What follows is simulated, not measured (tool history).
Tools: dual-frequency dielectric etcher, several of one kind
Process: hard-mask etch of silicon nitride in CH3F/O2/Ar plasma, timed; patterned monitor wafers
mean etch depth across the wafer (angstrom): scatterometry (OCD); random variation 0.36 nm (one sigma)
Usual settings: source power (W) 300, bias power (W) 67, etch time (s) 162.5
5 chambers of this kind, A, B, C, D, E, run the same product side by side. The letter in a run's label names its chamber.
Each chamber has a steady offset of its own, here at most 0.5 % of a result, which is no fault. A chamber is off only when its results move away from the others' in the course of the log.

run   hour  source power (W)  bias power (W)  etch time (s)  read-back reference wafer on the same gauge, depth_nm  mean etch depth across the wafer (angstrom)
       4.4  -- chamber A: wet clean of the chamber
 1A    4.6               300              67          162.5                                                 95.834                                       994.26
 2C   11.1               300              67          162.5                                                 95.868                                       996.65
 3E   16.4               300              67          162.5                                                 95.847                                       986.11
 4D   21.5               300              67          162.5                                                 95.973                                       987.47
 5B   27.7               300              67          162.5                                                 95.904                                       988.25
 6E   31.6               300              67          162.5                                                 95.853                                       998.71
 7A   38.1               300              67          162.5                                                  95.88                                         1003
 8D   46.1               300              67          162.5                                                 95.899                                        991.4
 9C   51.3               300              67          162.5                                                 95.851                                          999
10B   55.3               300              67          162.5                                                 95.992                                       990.19
11E   60.1               300              67          162.5                                                 95.964                                        992.4
12B   65.5               300              67          162.5                                                 95.856                                       991.98
      68.5  -- chamber B: wet clean of the chamber
13C     71               300              67          162.5                                                 95.921                                       1001.2
14D   75.5               300              67          162.5                                                  95.91                                        987.5
15A   80.4               300              79          162.5                                                 95.871                                       1064.2
16B   87.7               300              79          162.5                                                 95.875                                       1049.9
17E   91.6               300              79          162.5                                                 95.914                                       1050.7
18D   96.2               300              79          162.5                                                 95.939                                       1051.9
19C   99.7               300              79          162.5                                                 95.991                                         1053
20A  107.3               300              67          162.5                                                 96.022                                       1001.4
21E  111.7               300              67          162.5                                                   95.9                                       993.58
22B  117.6               300              67          162.5                                                 95.945                                       988.62
23D  121.5               300              67          162.5                                                 95.865                                        995.8
24C  125.9               300              67          162.5                                                 95.943                                       996.36
25A  132.6               300              67          162.5                                                 95.926                                         1005
26E    140               300              67          162.5                                                 96.036                                        987.9
27D  144.1               300              67          162.5                                                  95.86                                       994.72
28B  150.5               300              67          162.5                                                 95.783                                       990.17
29A  155.1               300              67          162.5                                                  95.96                                       1001.1
30C  161.2               300              67          162.5                                                 95.879                                       996.32
31A  165.5               300              67          162.5                                                 95.946                                       1001.9
32E    171               300              67          162.5                                                 95.923                                       997.58
33B  175.4               300              67          162.5                                                 95.888                                       989.64
34D  183.5               300              67          162.5                                                 95.815                                       995.34
35C  191.5               300              67          162.5                                                 95.983                                       1002.5
36E  197.9               300              67          162.5                                                 95.894                                       990.71
37B  205.4               300              67          162.5                                                 95.863                                       995.45
38D  209.1               300              67          162.5                                                 95.891                                       987.91
39C  216.8               300              67          162.5                                                 95.834                                       996.46
40A  224.6               300              67          162.5                                                 95.899                                       1001.8

All 5 chambers run these settings next. Forecast each chamber's results:
41A  230.3               220              67          162.5                                                                                                   ?
41B  230.3               220              67          162.5                                                                                                   ?
41C  230.3               220              67          162.5                                                                                                   ?
41D  230.3               220              67          162.5                                                                                                   ?
41E  230.3               220              67          162.5                                                                                                   ?

run  mean etch depth across the wafer (angstrom)
41A                                       884.25
41B                                        883.2
41C                                       884.17
41D                                       880.23
41E                                       878.48
